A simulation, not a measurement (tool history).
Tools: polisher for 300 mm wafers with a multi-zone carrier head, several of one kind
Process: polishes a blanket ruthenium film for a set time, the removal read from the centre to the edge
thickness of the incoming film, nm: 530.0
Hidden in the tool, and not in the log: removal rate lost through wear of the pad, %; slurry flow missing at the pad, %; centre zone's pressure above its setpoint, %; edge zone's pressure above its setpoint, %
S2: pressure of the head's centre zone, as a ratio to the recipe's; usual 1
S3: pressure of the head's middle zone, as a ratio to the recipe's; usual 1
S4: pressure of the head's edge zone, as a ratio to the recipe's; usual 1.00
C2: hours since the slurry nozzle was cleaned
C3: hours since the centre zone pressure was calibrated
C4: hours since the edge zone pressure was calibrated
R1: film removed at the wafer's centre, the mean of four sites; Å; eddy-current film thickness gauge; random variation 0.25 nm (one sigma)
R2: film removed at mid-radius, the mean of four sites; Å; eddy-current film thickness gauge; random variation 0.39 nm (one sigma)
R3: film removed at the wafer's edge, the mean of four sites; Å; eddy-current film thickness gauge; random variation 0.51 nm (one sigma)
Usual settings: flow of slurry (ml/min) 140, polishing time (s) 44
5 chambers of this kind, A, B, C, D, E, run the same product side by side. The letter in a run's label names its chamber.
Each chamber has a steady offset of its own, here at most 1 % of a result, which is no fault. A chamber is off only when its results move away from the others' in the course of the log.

-- hour=0.5 chamber A: worn pad replaced by a new one
-- hour=3.2 chamber A: slurry nozzle cleaned
run 1D hour=3.2 | flow_of_slurry_(ml/min)=140 S2=1 S3=1 S4=1.00 polishing_time_(s)=44 | wafers_polished_on_this_pad=683 C2=137.7 C3=368.8 C4=171.6 | R1=379.69 R2=383.73 R3=381.17
run 2B hour=7.7 | flow_of_slurry_(ml/min)=140 S2=1 S3=1 S4=1.00 polishing_time_(s)=44 | wafers_polished_on_this_pad=912 C2=59.5 C3=1513.1 C4=871.3 | R1=381.73 R2=375.31 R3=378.69
-- hour=8.6 chamber D: worn pad replaced by a new one
-- hour=10.7 chamber B: centre zone pressure recalibrated
run 3C hour=12.1 | flow_of_slurry_(ml/min)=140 S2=1 S3=1 S4=1.00 polishing_time_(s)=44 | wafers_polished_on_this_pad=495 C2=311.9 C3=95.1 C4=546.9 | R1=380.53 R2=371.29 R3=371.72
run 4E hour=16.4 | flow_of_slurry_(ml/min)=140 S2=1 S3=1 S4=1.00 polishing_time_(s)=44 | wafers_polished_on_this_pad=1094 C2=133.5 C3=1095.8 C4=787.6 | R1=373.20 R2=377.24 R3=383.50
run 5A hour=20.7 | flow_of_slurry_(ml/min)=140 S2=1 S3=1 S4=1.00 polishing_time_(s)=44 | wafers_polished_on_this_pad=269 C2=17.5 C3=24.4 C4=1130.1 | R1=378.85 R2=374.78 R3=381.06
-- hour=24.7 chamber B: worn pad replaced by a new one
run 6B hour=25.1 | flow_of_slurry_(ml/min)=140 S2=1 S3=1 S4=1.00 polishing_time_(s)=44 | wafers_polished_on_this_pad=6 C2=76.9 C3=14.5 C4=888.7 | R1=378.16 R2=380.33 R3=373.97
run 7E hour=28.7 | flow_of_slurry_(ml/min)=140 S2=1 S3=1 S4=1.00 polishing_time_(s)=44 | wafers_polished_on_this_pad=1257 C2=145.8 C3=1108.1 C4=799.9 | R1=381.86 R2=373.84 R3=383.91
run 8C hour=33.3 | flow_of_slurry_(ml/min)=140 S2=1 S3=1 S4=0.93 polishing_time_(s)=44 | wafers_polished_on_this_pad=776 C2=333.1 C3=116.3 C4=568.1 | R1=381.02 R2=378.71 R3=356.16
run 9D hour=38.2 | flow_of_slurry_(ml/min)=140 S2=1 S3=1 S4=0.93 polishing_time_(s)=44 | wafers_polished_on_this_pad=393 C2=172.7 C3=403.8 C4=206.6 | R1=384.15 R2=375.47 R3=356.12
-- hour=41.6 chamber E: worn pad replaced by a new one
run 10A hour=42.5 | flow_of_slurry_(ml/min)=140 S2=1 S3=1 S4=0.93 polishing_time_(s)=44 | wafers_polished_on_this_pad=558 C2=39.3 C3=46.2 C4=1151.9 | R1=374.70 R2=365.17 R3=365.26
run 11B hour=46.7 | flow_of_slurry_(ml/min)=140 S2=1 S3=1 S4=0.93 polishing_time_(s)=44 | wafers_polished_on_this_pad=292 C2=98.5 C3=36.1 C4=910.3 | R1=379.90 R2=381.75 R3=359.11
run 12C hour=51.5 | flow_of_slurry_(ml/min)=140 S2=1 S3=1 S4=0.93 polishing_time_(s)=44 | wafers_polished_on_this_pad=1017 C2=351.3 C3=134.5 C4=586.3 | R1=378.17 R2=380.85 R3=354.29
-- hour=54.3 chamber D: worn pad replaced by a new one
run 13D hour=54.4 | flow_of_slurry_(ml/min)=140 S2=1 S3=1 S4=1.00 polishing_time_(s)=44 | wafers_polished_on_this_pad=2 C2=188.9 C3=420.0 C4=222.8 | R1=385.28 R2=377.31 R3=382.25
run 14E hour=58.1 | flow_of_slurry_(ml/min)=140 S2=1 S3=1 S4=1.00 polishing_time_(s)=44 | wafers_polished_on_this_pad=219 C2=175.2 C3=1137.5 C4=829.3 | R1=381.86 R2=377.66 R3=375.01
-- hour=59.3 chamber C: worn pad replaced by a new one
run 15A hour=60.9 | flow_of_slurry_(ml/min)=140 S2=1 S3=1 S4=1.00 polishing_time_(s)=44 | wafers_polished_on_this_pad=802 C2=57.7 C3=64.6 C4=1170.3 | R1=379.52 R2=378.74 R3=366.63
run 16D hour=64.1 | flow_of_slurry_(ml/min)=140 S2=1 S3=1 S4=1.00 polishing_time_(s)=44 | wafers_polished_on_this_pad=130 C2=198.6 C3=429.7 C4=232.5 | R1=379.95 R2=375.94 R3=377.27
run 17A hour=68.0 | flow_of_slurry_(ml/min)=140 S2=1 S3=1 S4=1.00 polishing_time_(s)=44 | wafers_polished_on_this_pad=896 C2=64.8 C3=71.7 C4=1177.4 | R1=376.35 R2=373.46 R3=380.94
run 18E hour=72.9 | flow_of_slurry_(ml/min)=140 S2=1 S3=1 S4=1.00 polishing_time_(s)=44 | wafers_polished_on_this_pad=416 C2=190.0 C3=1152.3 C4=844.1 | R1=377.14 R2=376.44 R3=374.31
run 19C hour=77.6 | flow_of_slurry_(ml/min)=140 S2=1 S3=1 S4=1.00 polishing_time_(s)=44 | wafers_polished_on_this_pad=243 C2=377.4 C3=160.6 C4=612.4 | R1=380.27 R2=374.94 R3=367.81
-- hour=78.5 chamber A: edge zone pressure recalibrated
run 20B hour=81.4 | flow_of_slurry_(ml/min)=140 S2=1 S3=1 S4=1.00 polishing_time_(s)=44 | wafers_polished_on_this_pad=753 C2=133.2 C3=70.8 C4=945.0 | R1=378.85 R2=381.03 R3=369.93
run 21E hour=84.4 | flow_of_slurry_(ml/min)=140 S2=1 S3=1 S4=1.00 polishing_time_(s)=44 | wafers_polished_on_this_pad=568 C2=201.5 C3=1163.8 C4=855.6 | R1=377.19 R2=381.68 R3=375.01
run 22D hour=87.8 | flow_of_slurry_(ml/min)=140 S2=1 S3=1 S4=1.00 polishing_time_(s)=44 | wafers_polished_on_this_pad=445 C2=222.3 C3=453.4 C4=256.2 | R1=382.29 R2=369.07 R3=374.28
run 23A hour=90.9 | flow_of_slurry_(ml/min)=140 S2=1 S3=1 S4=1.00 polishing_time_(s)=44 | wafers_polished_on_this_pad=1200 C2=87.7 C3=94.6 C4=12.5 | R1=378.72 R2=375.43 R3=383.12
-- hour=94.5 chamber A: worn pad replaced by a new one
run 24C hour=95.5 | flow_of_slurry_(ml/min)=140 S2=1 S3=1 S4=1.00 polishing_time_(s)=44 | wafers_polished_on_this_pad=481 C2=395.3 C3=178.5 C4=630.3 | R1=383.98 R2=371.88 R3=380.90
run 25B hour=100.6 | flow_of_slurry_(ml/min)=140 S2=1 S3=1 S4=1.00 polishing_time_(s)=44 | wafers_polished_on_this_pad=1008 C2=152.4 C3=90.0 C4=964.2 | R1=372.93 R2=379.23 R3=369.43
run 26A hour=104.3 | flow_of_slurry_(ml/min)=110 S2=1 S3=1 S4=1.00 polishing_time_(s)=44 | wafers_polished_on_this_pad=130 C2=101.1 C3=108.0 C4=25.9 | R1=351.57 R2=353.84 R3=368.18
-- hour=109.3 chamber D: slurry nozzle cleaned
-- hour=109.5 chamber D: worn pad replaced by a new one
run 27C hour=109.6 | flow_of_slurry_(ml/min)=110 S2=1 S3=1 S4=1.00 polishing_time_(s)=44 | wafers_polished_on_this_pad=668 C2=409.4 C3=192.6 C4=644.4 | R1=359.23 R2=352.31 R3=363.21
run 28B hour=113.2 | flow_of_slurry_(ml/min)=110 S2=1 S3=1 S4=1.00 polishing_time_(s)=44 | wafers_polished_on_this_pad=1175 C2=165.0 C3=102.6 C4=976.8 | R1=351.81 R2=359.02 R3=357.76
run 29E hour=118.8 | flow_of_slurry_(ml/min)=110 S2=1 S3=1 S4=1.00 polishing_time_(s)=44 | wafers_polished_on_this_pad=1025 C2=235.9 C3=1198.2 C4=890.0 | R1=351.38 R2=354.95 R3=364.00
run 30D hour=121.7 | flow_of_slurry_(ml/min)=110 S2=1 S3=1 S4=1.00 polishing_time_(s)=44 | wafers_polished_on_this_pad=161 C2=12.4 C3=487.3 C4=290.1 | R1=356.28 R2=356.67 R3=355.80
run 31B hour=125.3 | flow_of_slurry_(ml/min)=140 S2=1 S3=1 S4=1.00 polishing_time_(s)=44 | wafers_polished_on_this_pad=1335 C2=177.1 C3=114.7 C4=988.9 | R1=377.45 R2=389.68 R3=380.52

All 5 chambers run these settings next. Forecast each chamber's results:
run 32A hour=129.3 | flow_of_slurry_(ml/min)=140 S2=1 S3=1 S4=1.00 polishing_time_(s)=44 | R1=? R2=? R3=?
run 32B hour=129.3 | flow_of_slurry_(ml/min)=140 S2=1 S3=1 S4=1.00 polishing_time_(s)=44 | R1=? R2=? R3=?
run 32C hour=129.3 | flow_of_slurry_(ml/min)=140 S2=1 S3=1 S4=1.00 polishing_time_(s)=44 | R1=? R2=? R3=?
run 32D hour=129.3 | flow_of_slurry_(ml/min)=140 S2=1 S3=1 S4=1.00 polishing_time_(s)=44 | R1=? R2=? R3=?
run 32E hour=129.3 | flow_of_slurry_(ml/min)=140 S2=1 S3=1 S4=1.00 polishing_time_(s)=44 | R1=? R2=? R3=?

run=32A R1=376.69 R2=380.35 R3=380.35
run=32B R1=371.26 R2=376.85 R3=375.42
run=32C R1=376.46 R2=376.42 R3=365.91
run=32D R1=381.13 R2=383.46 R3=381.88
run=32E R1=376.30 R2=385.65 R3=375.72
